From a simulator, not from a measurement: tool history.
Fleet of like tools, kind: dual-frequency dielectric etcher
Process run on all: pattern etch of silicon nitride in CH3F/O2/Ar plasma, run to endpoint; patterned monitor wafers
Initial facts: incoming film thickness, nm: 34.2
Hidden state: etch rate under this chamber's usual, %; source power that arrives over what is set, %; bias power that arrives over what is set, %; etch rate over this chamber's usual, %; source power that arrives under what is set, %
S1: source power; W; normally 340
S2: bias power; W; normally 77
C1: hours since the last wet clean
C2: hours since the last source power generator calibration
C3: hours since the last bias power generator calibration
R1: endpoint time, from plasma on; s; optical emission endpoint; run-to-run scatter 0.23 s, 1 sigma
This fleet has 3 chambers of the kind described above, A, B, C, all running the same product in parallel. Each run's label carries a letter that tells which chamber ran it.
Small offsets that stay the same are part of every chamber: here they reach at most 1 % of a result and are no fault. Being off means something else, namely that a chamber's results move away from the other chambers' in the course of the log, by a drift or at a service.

run   hour   S1  S2     C1      C2      C3      R1
 1A    8.0  340  77  258.8   722.4  1319.1  50.748
 2B   16.6  340  77  163.7  1218.2  1570.0  51.411
 3C   23.7  340  77  405.1  2506.2  1175.1  51.940
 4B   27.9  340  77  175.0  1229.5  1581.3  51.960
      28.9  -- chamber C: wet clean of the chamber
 5A   35.0  340  77  285.8   749.4  1346.1  51.268
 6C   42.0  340  89   13.2  2524.5  1193.4  48.860
 7A   47.6  340  89  298.4   762.0  1358.7  48.318
 8B   53.7  340  89  200.8  1255.3  1607.1  48.652
 9C   58.1  340  77   29.3  2540.6  1209.5  51.972
10C   62.5  340  77   33.7  2545.0  1213.9  51.479
11A   68.2  340  71  319.0   782.6  1379.3  52.503
12B   74.1  340  71  221.2  1275.7  1627.5  53.233
13A   82.4  340  71  333.2   796.8  1393.5  52.394
14C   91.4  340  77   62.6  2573.9  1242.8  51.517
15B   97.8  340  77  244.9  1299.4  1651.2  51.685
16C  104.4  340  77   75.6  2586.9  1255.8  51.850
17B  109.5  340  77  256.6  1311.1  1662.9  51.708
18A  115.8  340  77  366.6   830.2  1426.9  50.872
19C  120.8  340  77   92.0  2603.3  1272.2  51.815
20A  129.0  340  93  379.8   843.4  1440.1  47.558
21B  133.7  340  93  280.8  1335.3  1687.1  49.088
22A  141.8  340  93  392.6   856.2  1452.9  47.802
23B  150.0  340  77  297.1  1351.6  1703.4  52.887
24C  154.0  340  77  125.2  2636.5  1305.4  51.558
25C  159.6  340  77  130.8  2642.1  1311.0  51.768
26B  164.4  340  77  311.5  1366.0  1717.8  52.683
27A  169.0  340  77  419.8   883.4  1480.1  51.255
28C  177.7  340  77  148.9  2660.2  1329.1  51.936
29B  182.1  340  91  329.2  1383.7  1735.5  50.103
30A  190.3  340  91  441.1   904.7  1501.4  47.806
31A  196.3  340  91  447.1   910.7  1507.4  47.984
32C  203.1  340  77  174.3  2685.6  1354.5  51.950
33B  208.7  340  77  355.8  1410.3  1762.1  53.342

Each of the 3 chambers runs these same settings next. Fill in every chamber's results:
34A  215.3  340  77               ?
34B  215.3  340  77               ?
34C  215.3  340  77               ?

run      R1
34A  51.280
34B  53.926
34C  51.628

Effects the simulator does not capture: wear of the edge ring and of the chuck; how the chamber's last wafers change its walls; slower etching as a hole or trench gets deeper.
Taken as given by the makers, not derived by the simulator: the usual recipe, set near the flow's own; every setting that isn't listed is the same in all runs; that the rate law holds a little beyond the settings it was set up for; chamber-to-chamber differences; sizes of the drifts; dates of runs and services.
